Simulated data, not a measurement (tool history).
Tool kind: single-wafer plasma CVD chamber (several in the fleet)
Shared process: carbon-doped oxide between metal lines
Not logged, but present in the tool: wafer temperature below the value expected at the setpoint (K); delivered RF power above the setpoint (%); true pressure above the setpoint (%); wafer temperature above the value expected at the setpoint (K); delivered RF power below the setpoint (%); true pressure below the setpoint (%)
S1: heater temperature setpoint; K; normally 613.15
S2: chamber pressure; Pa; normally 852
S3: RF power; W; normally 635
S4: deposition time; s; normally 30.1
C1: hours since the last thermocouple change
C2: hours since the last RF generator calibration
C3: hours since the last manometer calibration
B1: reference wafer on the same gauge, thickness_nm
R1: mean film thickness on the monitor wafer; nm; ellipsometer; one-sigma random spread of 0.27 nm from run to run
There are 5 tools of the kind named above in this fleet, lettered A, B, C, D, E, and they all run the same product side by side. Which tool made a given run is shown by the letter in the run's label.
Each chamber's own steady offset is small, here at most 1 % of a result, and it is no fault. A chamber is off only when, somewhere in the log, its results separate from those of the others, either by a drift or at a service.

run,hour,S1,S2,S3,S4,C1,C2,C3,B1,R1
1A,5.4,613.15,852,635,30.1,174.3,1702.5,708.2,193.06,189.11
2B,8.8,613.15,852,635,30.1,199.0,1296.7,252.5,193.04,189.03
3E,13.8,613.15,852,635,30.1,2280.5,1523.9,1834.4,193.03,186.88
4D,18.0,613.15,852,635,30.1,973.2,1143.2,103.7,193.11,187.46
5C,22.2,613.15,852,635,30.1,832.1,1561.0,425.7,193.15,189.01
6D,26.6,613.15,852,635,30.1,981.8,1151.8,112.3,193.24,187.94
7A,29.7,613.15,852,635,30.1,198.6,1726.8,732.5,193.27,189.79
8B,33.0,613.15,852,635,30.1,223.2,1320.9,276.7,193.23,189.79
9E,36.4,613.15,852,635,30.1,2303.1,1546.5,1857.0,193.24,187.86
10C,39.9,613.15,852,635,30.1,849.8,1578.7,443.4,193.31,189.21
11C,42.7,613.15,852,635,30.1,852.6,1581.5,446.2,193.29,188.82
12B,46.0,613.15,852,635,30.1,236.2,1333.9,289.7,193.24,189.34
13A,48.4,613.15,852,740,30.1,217.3,1745.5,751.2,193.41,207.68
14D,53.7,613.15,852,740,30.1,1008.9,1178.9,139.4,193.41,205.77
15E,57.1,613.15,852,740,30.1,2323.8,1567.2,1877.7,193.44,206.62
16E,60.8,613.15,852,740,30.1,2327.5,1570.9,1881.4,193.50,206.13
17B,64.9,613.15,852,740,30.1,255.1,1352.8,308.6,193.47,207.02
18C,70.4,613.15,852,635,30.1,880.3,1609.2,473.9,193.55,189.62
19D,73.2,600.15,852,565,30.1,1028.4,1198.4,158.9,193.56,182.50
20A,76.1,600.15,852,565,30.1,245.0,1773.2,778.9,193.56,184.90
21D,79.1,600.15,852,565,30.1,1034.3,1204.3,164.8,193.58,182.51
22A,84.2,600.15,852,565,30.1,253.1,1781.3,787.0,193.63,184.70
23E,89.0,600.15,852,565,30.1,2355.7,1599.1,1909.6,193.61,182.23
24B,91.5,613.15,1024,675,30.1,281.7,1379.4,335.2,193.62,198.88
25C,94.0,613.15,1024,675,30.1,903.9,1632.8,497.5,193.70,199.48
26A,98.9,613.15,1024,675,30.1,267.8,1796.0,801.7,193.81,199.55
27D,103.8,613.15,1024,675,30.1,1059.0,1229.0,189.5,193.75,197.82
28C,109.3,613.15,1024,675,30.1,919.2,1648.1,512.8,193.82,198.86
29E,114.3,600.15,852,635,26.3,2381.0,1624.4,1934.9,193.80,172.07
30B,117.9,600.15,852,635,26.3,308.1,1405.8,361.6,193.90,173.81
31D,120.7,600.15,852,635,26.3,1075.9,1245.9,206.4,193.89,172.32
32E,123.9,600.15,852,635,26.3,2390.6,1634.0,1944.5,193.88,172.24
# hour 127.0: chamber E: RF generator calibrated
33C,128.4,600.15,852,635,26.3,938.3,1667.2,531.9,193.92,173.37
34B,133.4,613.15,852,635,30.1,323.6,1421.3,377.1,193.89,189.70
35A,135.9,613.15,852,635,30.1,304.8,1833.0,838.7,194.01,190.06
36D,141.1,613.15,852,635,30.1,1096.3,1266.3,226.8,194.05,188.26
37E,145.3,613.15,852,635,30.1,2412.0,18.4,1965.9,194.06,188.32
38B,148.1,613.15,852,635,30.1,338.3,1436.0,391.8,194.10,190.12

Decide between three cases: one chamber stands off from its peers, the gauge reading all wafers drifts, or nothing is wrong past each chamber's small offset. Where a chamber is off, say which and what most likely put it there.

It is the gauge, not a chamber: its drift shows up in every chamber's results at once, and no chamber is off.
Likeliest cause: gauge reads high (%) = 0.585.

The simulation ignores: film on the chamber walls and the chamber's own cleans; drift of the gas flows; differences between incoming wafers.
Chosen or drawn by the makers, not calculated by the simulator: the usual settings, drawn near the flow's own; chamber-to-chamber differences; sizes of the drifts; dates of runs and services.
